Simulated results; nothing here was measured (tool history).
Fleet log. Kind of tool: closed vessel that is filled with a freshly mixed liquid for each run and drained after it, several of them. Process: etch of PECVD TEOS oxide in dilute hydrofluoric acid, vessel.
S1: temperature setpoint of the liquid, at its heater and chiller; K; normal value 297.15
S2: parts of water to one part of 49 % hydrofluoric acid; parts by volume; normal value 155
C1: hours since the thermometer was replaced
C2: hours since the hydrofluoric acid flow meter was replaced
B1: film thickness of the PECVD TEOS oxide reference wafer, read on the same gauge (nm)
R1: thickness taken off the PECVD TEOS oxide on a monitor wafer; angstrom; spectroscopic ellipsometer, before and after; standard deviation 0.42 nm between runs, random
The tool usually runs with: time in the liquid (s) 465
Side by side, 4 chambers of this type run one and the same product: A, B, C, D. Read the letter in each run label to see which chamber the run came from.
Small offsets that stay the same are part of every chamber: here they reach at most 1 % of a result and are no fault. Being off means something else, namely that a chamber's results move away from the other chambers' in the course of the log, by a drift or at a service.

Run 1C, hour 9.4: usual settings; C1 646.1; C2 346.1; B1 99.989. Result: R1 442.65 angstrom.
Run 2A, hour 17.4: usual settings; C1 799.8; C2 549.3; B1 100.000. Result: R1 443.14 angstrom.
At hour 23.2: chamber D: thermometer replaced.
Run 3D, hour 28.8: usual settings; C1 5.6; C2 191.0; B1 100.010. Result: R1 450.21 angstrom.
Run 4B, hour 36.5: usual settings; C1 245.8; C2 115.1; B1 100.020. Result: R1 440.84 angstrom.
Run 5D, hour 46.0: usual settings; C1 22.8; C2 208.2; B1 99.988. Result: R1 444.70 angstrom.
Run 6A, hour 52.5: usual settings; C1 834.9; C2 584.4; B1 100.000. Result: R1 445.11 angstrom.
Run 7B, hour 60.3: usual settings; C1 269.6; C2 138.9; B1 99.998. Result: R1 444.08 angstrom.
Run 8C, hour 65.8: usual settings; C1 702.5; C2 402.5; B1 100.000. Result: R1 453.77 angstrom.
Run 9D, hour 78.0: usual settings; C1 54.8; C2 240.2; B1 99.980. Result: R1 453.70 angstrom.
Run 10A, hour 84.4: usual settings; C1 866.8; C2 616.3; B1 100.000. Result: R1 440.39 angstrom.
Run 11C, hour 94.1: usual settings but S2 190 parts by volume, time in the liquid (s) 655; C1 730.8; C2 430.8; B1 99.990. Result: R1 502.99 angstrom.
Run 12B, hour 102.0: usual settings but S2 190 parts by volume, time in the liquid (s) 655; C1 311.3; C2 180.6; B1 99.993. Result: R1 487.74 angstrom.
Run 13B, hour 112.1: usual settings but S2 190 parts by volume, time in the liquid (s) 655; C1 321.4; C2 190.7; B1 99.996. Result: R1 487.56 angstrom.
Run 14A, hour 120.6: usual settings but S2 190 parts by volume, time in the liquid (s) 655; C1 903.0; C2 652.5; B1 99.999. Result: R1 497.48 angstrom.
Run 15C, hour 128.4: usual settings; C1 765.1; C2 465.1; B1 99.991. Result: R1 453.62 angstrom.
Run 16D, hour 139.4: usual settings; C1 116.2; C2 301.6; B1 100.000. Result: R1 453.62 angstrom.
Run 17A, hour 146.5: usual settings; C1 928.9; C2 678.4; B1 100.000. Result: R1 446.63 angstrom.
Run 18B, hour 158.8: usual settings; C1 368.1; C2 237.4; B1 99.999. Result: R1 444.14 angstrom.
Run 19C, hour 169.4: usual settings; C1 806.1; C2 506.1; B1 100.010. Result: R1 480.33 angstrom.
Run 20D, hour 180.5: usual settings; C1 157.3; C2 342.7; B1 100.000. Result: R1 444.26 angstrom.
Run 21C, hour 190.8: usual settings; C1 827.5; C2 527.5; B1 100.010. Result: R1 474.89 angstrom.
Run 22A, hour 199.3: usual settings; C1 981.7; C2 731.2; B1 99.973. Result: R1 450.22 angstrom.
Run 23B, hour 207.0: usual settings; C1 416.3; C2 285.6; B1 100.000. Result: R1 447.09 angstrom.
Run 24D, hour 213.1: usual settings; C1 189.9; C2 375.3; B1 99.991. Result: R1 439.49 angstrom.
Run 25C, hour 222.2: usual settings; C1 858.9; C2 558.9; B1 100.030. Result: R1 483.22 angstrom.
Run 26D, hour 233.3: usual settings; C1 210.1; C2 395.5; B1 100.010. Result: R1 450.63 angstrom.
Run 27B, hour 243.6: usual settings; C1 452.9; C2 322.2; B1 99.988. Result: R1 446.70 angstrom.
Run 28A, hour 252.3: usual settings; C1 1034.7; C2 784.2; B1 100.010. Result: R1 448.08 angstrom.
Run 29D, hour 263.8: usual settings; C1 240.6; C2 426.0; B1 100.000. Result: R1 447.38 angstrom.
Run 30A, hour 271.7: usual settings; C1 1054.1; C2 803.6; B1 99.968. Result: R1 444.60 angstrom.

All chambers now run identical settings, listed one chamber a line with results as question marks. What results will each chamber show?
Run 31A, hour 280.6: usual settings. Result: R1 ?.
Run 31B, hour 280.6: usual settings. Result: R1 ?.
Run 31C, hour 280.6: usual settings. Result: R1 ?.
Run 31D, hour 280.6: usual settings. Result: R1 ?.

run      R1
31A  443.68
31B  442.25
31C  493.48
31D  451.94
